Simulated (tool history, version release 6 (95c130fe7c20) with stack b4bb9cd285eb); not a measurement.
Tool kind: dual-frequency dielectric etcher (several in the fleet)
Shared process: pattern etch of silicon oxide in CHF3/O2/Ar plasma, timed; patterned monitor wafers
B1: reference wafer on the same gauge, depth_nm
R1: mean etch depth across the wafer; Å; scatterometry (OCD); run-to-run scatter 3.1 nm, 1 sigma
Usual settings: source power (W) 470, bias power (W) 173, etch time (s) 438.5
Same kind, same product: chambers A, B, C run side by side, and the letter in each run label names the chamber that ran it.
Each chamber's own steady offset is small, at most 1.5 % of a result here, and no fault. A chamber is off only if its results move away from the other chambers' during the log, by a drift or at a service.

{"run": "1B", "hour": 10.3, "source power (W)": 470, "bias power (W)": 173, "etch time (s)": 438.5, "B1": 836.64, "R1": 7859.9}
{"run": "2C", "hour": 23.7, "source power (W)": 470, "bias power (W)": 173, "etch time (s)": 438.5, "B1": 836.76, "R1": 7781.4}
{"run": "3A", "hour": 30.3, "source power (W)": 470, "bias power (W)": 173, "etch time (s)": 438.5, "B1": 836.72, "R1": 7718.7}
{"run": "4C", "hour": 43.9, "source power (W)": 470, "bias power (W)": 173, "etch time (s)": 438.5, "B1": 837.28, "R1": 7836.9}
{"run": "5B", "hour": 57.0, "source power (W)": 470, "bias power (W)": 173, "etch time (s)": 438.5, "B1": 837.6, "R1": 7951.6}
{"run": "6A", "hour": 65.3, "source power (W)": 470, "bias power (W)": 173, "etch time (s)": 438.5, "B1": 837.15, "R1": 7708.4}
{"run": "7B", "hour": 72.4, "source power (W)": 470, "bias power (W)": 173, "etch time (s)": 438.5, "B1": 836.37, "R1": 7948.8}
{"run": "8C", "hour": 84.2, "source power (W)": 470, "bias power (W)": 173, "etch time (s)": 438.5, "B1": 837.09, "R1": 7841.2}
{"run": "9A", "hour": 92.1, "source power (W)": 470, "bias power (W)": 173, "etch time (s)": 438.5, "B1": 836.56, "R1": 7720.9}
{"run": "10C", "hour": 103.7, "source power (W)": 470, "bias power (W)": 173, "etch time (s)": 438.5, "B1": 836.93, "R1": 7842.7}
{"run": "11A", "hour": 110.6, "source power (W)": 470, "bias power (W)": 173, "etch time (s)": 438.5, "B1": 837.18, "R1": 7733.8}
{"hour": 111.8, "done": "chamber C: wet clean of the chamber"}
{"run": "12B", "hour": 119.5, "source power (W)": 470, "bias power (W)": 173, "etch time (s)": 438.5, "B1": 836.22, "R1": 7923.1}
{"run": "13C", "hour": 129.8, "source power (W)": 410, "bias power (W)": 173, "etch time (s)": 438.5, "B1": 835.9, "R1": 7428.4}
{"run": "14A", "hour": 137.8, "source power (W)": 410, "bias power (W)": 173, "etch time (s)": 438.5, "B1": 837.48, "R1": 7378.0}
{"run": "15B", "hour": 148.7, "source power (W)": 410, "bias power (W)": 173, "etch time (s)": 438.5, "B1": 837.27, "R1": 7500.4}
{"hour": 153.5, "done": "chamber B: source power generator calibrated"}
{"run": "16A", "hour": 159.0, "source power (W)": 470, "bias power (W)": 173, "etch time (s)": 438.5, "B1": 836.7, "R1": 7760.0}
{"run": "17C", "hour": 166.5, "source power (W)": 470, "bias power (W)": 173, "etch time (s)": 438.5, "B1": 837.26, "R1": 7827.6}
{"run": "18B", "hour": 180.9, "source power (W)": 470, "bias power (W)": 173, "etch time (s)": 438.5, "B1": 837.11, "R1": 7914.9}
{"hour": 186.0, "done": "chamber A: wet clean of the chamber"}
{"run": "19B", "hour": 192.0, "source power (W)": 580, "bias power (W)": 173, "etch time (s)": 438.5, "B1": 836.89, "R1": 8535.9}
{"run": "20A", "hour": 200.2, "source power (W)": 580, "bias power (W)": 173, "etch time (s)": 438.5, "B1": 837.17, "R1": 8781.3}
{"run": "21C", "hour": 208.6, "source power (W)": 580, "bias power (W)": 173, "etch time (s)": 438.5, "B1": 837.17, "R1": 8421.5}
{"run": "22C", "hour": 219.0, "source power (W)": 470, "bias power (W)": 173, "etch time (s)": 438.5, "B1": 836.87, "R1": 7836.0}
{"run": "23A", "hour": 231.9, "source power (W)": 470, "bias power (W)": 173, "etch time (s)": 438.5, "B1": 838.14, "R1": 8018.0}
{"run": "24B", "hour": 238.9, "source power (W)": 470, "bias power (W)": 173, "etch time (s)": 438.5, "B1": 836.92, "R1": 7896.5}
{"run": "25A", "hour": 252.3, "source power (W)": 470, "bias power (W)": 173, "etch time (s)": 438.5, "B1": 837.9, "R1": 8096.1}
{"run": "26C", "hour": 261.7, "source power (W)": 470, "bias power (W)": 173, "etch time (s)": 438.5, "B1": 836.71, "R1": 7808.5}
{"run": "27B", "hour": 274.4, "source power (W)": 470, "bias power (W)": 173, "etch time (s)": 438.5, "B1": 837.27, "R1": 7895.9}
{"run": "28B", "hour": 280.6, "source power (W)": 470, "bias power (W)": 173, "etch time (s)": 438.5, "B1": 836.52, "R1": 7897.2}
{"run": "29A", "hour": 287.8, "source power (W)": 470, "bias power (W)": 173, "etch time (s)": 438.5, "B1": 838.12, "R1": 8039.5}
{"run": "30C", "hour": 295.5, "source power (W)": 470, "bias power (W)": 173, "etch time (s)": 438.5, "B1": 836.87, "R1": 7776.2}
{"run": "31C", "hour": 303.6, "source power (W)": 470, "bias power (W)": 173, "etch time (s)": 438.5, "B1": 836.77, "R1": 7766.6}
{"run": "32A", "hour": 313.1, "source power (W)": 470, "bias power (W)": 173, "etch time (s)": 438.5, "B1": 836.73, "R1": 8117.0}
{"run": "33B", "hour": 326.4, "source power (W)": 470, "bias power (W)": 173, "etch time (s)": 438.5, "B1": 837.5, "R1": 7883.5}

What goes on in this fleet: one chamber off, a drifting gauge, or nothing beyond the chambers' own small offsets? Name the chamber and the cause, if any.

A service on chamber A put it out of line with the rest.
What lies behind it: etch rate over this chamber's usual, % = 4.1.

Which of the 4 candidates below, each the usual settings with something changed and its results left as question marks, puts chamber A back in line with what the other chambers give on the usual settings?
To be in line, a result may differ from the other chambers' mean on the usual settings by at most: R1 110.0 Å
{"run": "34A-1", "hour": 336.8, "source power (W)": 470, "bias power (W)": 173, "etch time (s)": 426.5, "R1": "?"}
{"run": "34A-2", "hour": 336.8, "source power (W)": 470, "bias power (W)": 173, "etch time (s)": 415.5, "R1": "?"}
{"run": "34A-3", "hour": 336.8, "source power (W)": 470, "bias power (W)": 174, "etch time (s)": 449.0, "R1": "?"}
{"run": "34A-4", "hour": 336.8, "source power (W)": 480, "bias power (W)": 175, "etch time (s)": 458.0, "R1": "?"}

Average result of the remaining chambers running the usual settings: R1 7848.8 Å
run=34A-1 R1=7842.3
run=34A-2 R1=7640.0
run=34A-3 R1=8272.4
run=34A-4 R1=8524.0
It is 34A-1 that realigns the chamber with its peers.

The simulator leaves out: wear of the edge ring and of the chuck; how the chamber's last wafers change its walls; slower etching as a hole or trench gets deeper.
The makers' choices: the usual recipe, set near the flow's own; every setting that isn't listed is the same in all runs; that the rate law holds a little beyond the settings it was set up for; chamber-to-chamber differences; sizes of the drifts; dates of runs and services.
